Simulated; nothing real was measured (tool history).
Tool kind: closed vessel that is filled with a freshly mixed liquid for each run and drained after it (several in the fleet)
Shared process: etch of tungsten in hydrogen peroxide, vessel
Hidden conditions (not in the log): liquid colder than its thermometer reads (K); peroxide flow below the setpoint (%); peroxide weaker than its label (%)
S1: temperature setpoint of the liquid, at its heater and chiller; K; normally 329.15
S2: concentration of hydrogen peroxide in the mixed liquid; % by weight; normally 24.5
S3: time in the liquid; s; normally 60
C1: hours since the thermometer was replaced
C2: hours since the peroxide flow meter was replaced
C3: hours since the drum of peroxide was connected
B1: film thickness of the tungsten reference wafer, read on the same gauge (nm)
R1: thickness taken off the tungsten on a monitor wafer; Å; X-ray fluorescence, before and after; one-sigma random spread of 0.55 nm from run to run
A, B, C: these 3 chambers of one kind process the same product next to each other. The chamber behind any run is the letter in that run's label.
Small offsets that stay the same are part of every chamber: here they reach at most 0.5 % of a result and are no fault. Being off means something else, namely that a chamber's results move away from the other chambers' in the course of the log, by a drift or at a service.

run	day	S1	S2	S3	C1	C2	C3	B1	R1
1C	0.229	329.15	24.5	60	901.7	182	279.9	49.992	809.31
2B	0.35	329.15	24.5	60	1633.9	479.4	38.3	50	793.38
3A	0.583	329.15	24.5	60	900.5	1666.5	560.3	49.99	800.48
4A	0.733	329.15	24.5	60	904.1	1670.1	563.9	50.003	806.15
5B	0.988	329.15	24.5	30	1649.2	494.7	53.6	49.997	399.59
6C	1.104	329.15	24.5	30	922.7	203	300.9	50	407.77
7B	1.317	329.15	24.5	30	1657.1	502.6	61.5	49.98	403.01
8C	1.475	329.15	24.5	60	931.6	211.9	309.8	50.011	791.05
# day 1.588: chamber A: peroxide flow meter replaced
9A	1.608	329.15	24.5	60	925.1	0.6	584.9	50.011	792.29
10B	1.808	329.15	24.5	60	1668.9	514.4	73.3	49.984	798.25
11A	1.958	329.15	24.5	60	933.5	9	593.3	50.017	789.11
12C	2.158	329.15	24.5	60	948	228.3	326.2	50.003	802.13
13A	2.421	329.15	24.5	60	944.6	20.1	604.4	50	790.48
14B	2.654	329.15	24.5	60	1689.2	534.7	93.6	49.989	794.75
15C	2.775	329.15	24.5	60	962.8	243.1	341	49.981	797.97
16A	2.958	329.15	24.5	60	957.5	33	617.3	50.013	775.21
17C	3.158	329.15	24.5	60	972	252.3	350.2	49.996	806.07
18B	3.362	329.15	24.5	60	1706.2	551.7	110.6	50	798.33
19A	3.617	329.15	24.5	60	973.3	48.8	633.1	49.987	768.05
20B	3.862	329.15	24.5	60	1718.2	563.7	122.6	50.003	796.92
21C	4.088	329.15	24.5	60	994.3	274.6	372.5	50.015	808.61
22C	4.242	329.15	24.5	60	998	278.3	376.2	49.982	805.54
23B	4.375	329.15	24.5	60	1730.5	576	134.9	49.998	806.34
24A	4.508	329.15	24.5	60	994.7	70.2	654.5	50.013	747.08

All 3 chambers run these settings next. Forecast each chamber's results:
25A	4.704	325.65	24.5	60					?
25B	4.704	325.65	24.5	60					?
25C	4.704	325.65	24.5	60					?

run	R1
25A	600.73
25B	652.77
25C	649.98
